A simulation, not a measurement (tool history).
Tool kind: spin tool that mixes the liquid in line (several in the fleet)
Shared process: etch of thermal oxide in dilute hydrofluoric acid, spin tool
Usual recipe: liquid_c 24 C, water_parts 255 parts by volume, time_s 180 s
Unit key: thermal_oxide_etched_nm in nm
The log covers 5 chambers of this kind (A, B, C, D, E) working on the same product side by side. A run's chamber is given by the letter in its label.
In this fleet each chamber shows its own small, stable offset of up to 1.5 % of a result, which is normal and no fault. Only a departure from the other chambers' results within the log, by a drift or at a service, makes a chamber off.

run     day  liquid_c  water_parts  time_s  hours since the thermometer was replaced  hours since the hydrofluoric acid flow meter was replaced  read-back film thickness of the thermal oxide reference wafer, read on the same gauge (nm)  thermal_oxide_etched_nm
 1D   0.304        24          255     180                                     417.8                                                     1380.3                                                                                      69.974                   2.7874
 2C   0.621        24          255     180                                       770                                                       1193                                                                                      69.963                   2.7569
 3E   0.775        24          255     180                                     394.4                                                      213.9                                                                                      69.942                   2.8341
 4A    1.05        24          255     180                                     978.1                                                     1361.9                                                                                      69.996                   2.7222
 5B     1.4        24          255     180                                    2108.3                                                      731.3                                                                                      70.023                   2.8306
 6D   1.567        24          255     180                                     448.1                                                     1410.6                                                                                      70.035                   2.6951
 7E   1.883        24          255     180                                       421                                                      240.5                                                                                      70.025                   2.7809
 8A   2.117        24          255     180                                    1003.7                                                     1387.5                                                                                      70.078                   2.7495
 9B   2.429        24          255     180                                      2133                                                        756                                                                                      69.989                   2.7604
10C   2.604        24          255     180                                     817.6                                                     1240.6                                                                                          70                   2.7777
11A   2.896        24          255     230                                    1022.4                                                     1406.2                                                                                      69.944                   3.3724
      3.138  -- chamber B: thermometer replaced
12E   3.225        24          255     230                                     453.2                                                      272.7                                                                                      70.036                   3.5901
13B   3.533        24          255     230                                       9.6                                                      782.5                                                                                      70.032                     3.51
14D   3.817        24          255     230                                     502.1                                                     1464.6                                                                                      70.059                   3.5775
      3.954  -- chamber E: thermometer replaced
15C   4.175        24          255     230                                     855.3                                                     1278.3                                                                                      69.967                   3.5036
16C   4.458        19          310     180                                     862.1                                                     1285.1                                                                                      70.048                   1.7902
17E   4.704        19          310     180                                      18.1                                                      308.2                                                                                      69.963                   1.7687
18D   5.029        19          310     180                                     531.2                                                     1493.7                                                                                       69.99                   1.8428
19A   5.333        19          310     180                                    1080.9                                                     1464.7                                                                                      70.012                   1.7266
20B   5.529        19          310     180                                      57.5                                                      830.4                                                                                      69.999                   1.7862
21B   5.692        24          255     180                                      61.4                                                      834.3                                                                                      70.043                   2.7623
22E   6.033        24          255     180                                        50                                                      340.1                                                                                      69.955                    2.835
23A   6.333        26          255      75                                    1104.9                                                     1488.7                                                                                      69.993                   1.1594
24C   6.638        26          255      75                                     914.4                                                     1337.4                                                                                      69.962                   1.2015
25D   6.796        26          255      75                                     573.6                                                     1536.1                                                                                      69.952                   1.2561
26B   7.104        26          255      75                                      95.3                                                      868.2                                                                                      70.021                   1.2351
27E   7.321        26          255      75                                      80.9                                                        371                                                                                      70.027                   1.2414
28C    7.55        24          255     180                                     936.3                                                     1359.3                                                                                      70.024                   2.7482
29D   7.812        24          255     180                                       598                                                     1560.5                                                                                      69.986                   2.7114
30A   8.054        24          255     180                                    1146.2                                                       1530                                                                                       70.02                    2.531
31C    8.35        24          255     180                                     955.5                                                     1378.5                                                                                      69.998                   2.7437
32D   8.708        27          255     225                                     619.5                                                       1582                                                                                      70.023                   3.8747
33A   9.046        27          255     225                                      1170                                                     1553.8                                                                                      69.998                   3.5042
34E   9.304        27          255     225                                     128.5                                                      418.6                                                                                      70.024                   3.8515
35B   9.467        27          255     225                                       152                                                      924.9                                                                                      69.952                   3.7587
36E   9.738        27          255     225                                     138.9                                                        429                                                                                      70.009                   3.9095
37B   9.912        24          255     180                                     162.7                                                      935.6                                                                                       70.04                   2.6737
38A  10.242        24          255     180                                    1198.7                                                     1582.5                                                                                      70.001                   2.5024
39C  10.525        24          255     180                                    1007.7                                                     1430.7                                                                                      69.998                    2.745
40D  10.688        24          255     180                                       667                                                     1629.5                                                                                      69.998                   2.7721
41A  10.933        24          255     120                                    1215.3                                                     1599.1                                                                                      70.011                   1.6197
42C  11.175        24          255     120                                    1023.3                                                     1446.3                                                                                      69.965                   1.8435
43E  11.367        24          255     120                                       178                                                      468.1                                                                                      70.001                   1.8402

What goes on in this fleet: one chamber off, a drifting gauge, or nothing beyond the chambers' own small offsets? Name the chamber and the cause, if any.

It is chamber A that slowly wanders off from its peers.
What lies behind it: hydrofluoric acid flow below the setpoint (%) = 10.1.

Which of the 4 candidates below, each the usual settings with something changed and its results left as question marks, puts chamber A back in line with what the other chambers give on the usual settings?
In-line tolerance around the mean of the other chambers on the usual settings: thermal_oxide_etched_nm 0.13 nm
44A-1  11.625        24          280     180                                                                                                                                                                                                                         ?
44A-2  11.625        24          240     190                                                                                                                                                                                                                         ?
44A-3  11.625        24          250     185                                                                                                                                                                                                                         ?
44A-4  11.625        24          260     175                                                                                                                                                                                                                         ?

Mean of the other chambers on the usual settings: thermal_oxide_etched_nm 2.7676 nm
  run  thermal_oxide_etched_nm
44A-1                   2.1374
44A-2                   2.7579
44A-3                   2.5474
44A-4                   2.2899
The answer is 44A-2, which returns the chamber to within the allowed miss of the others.
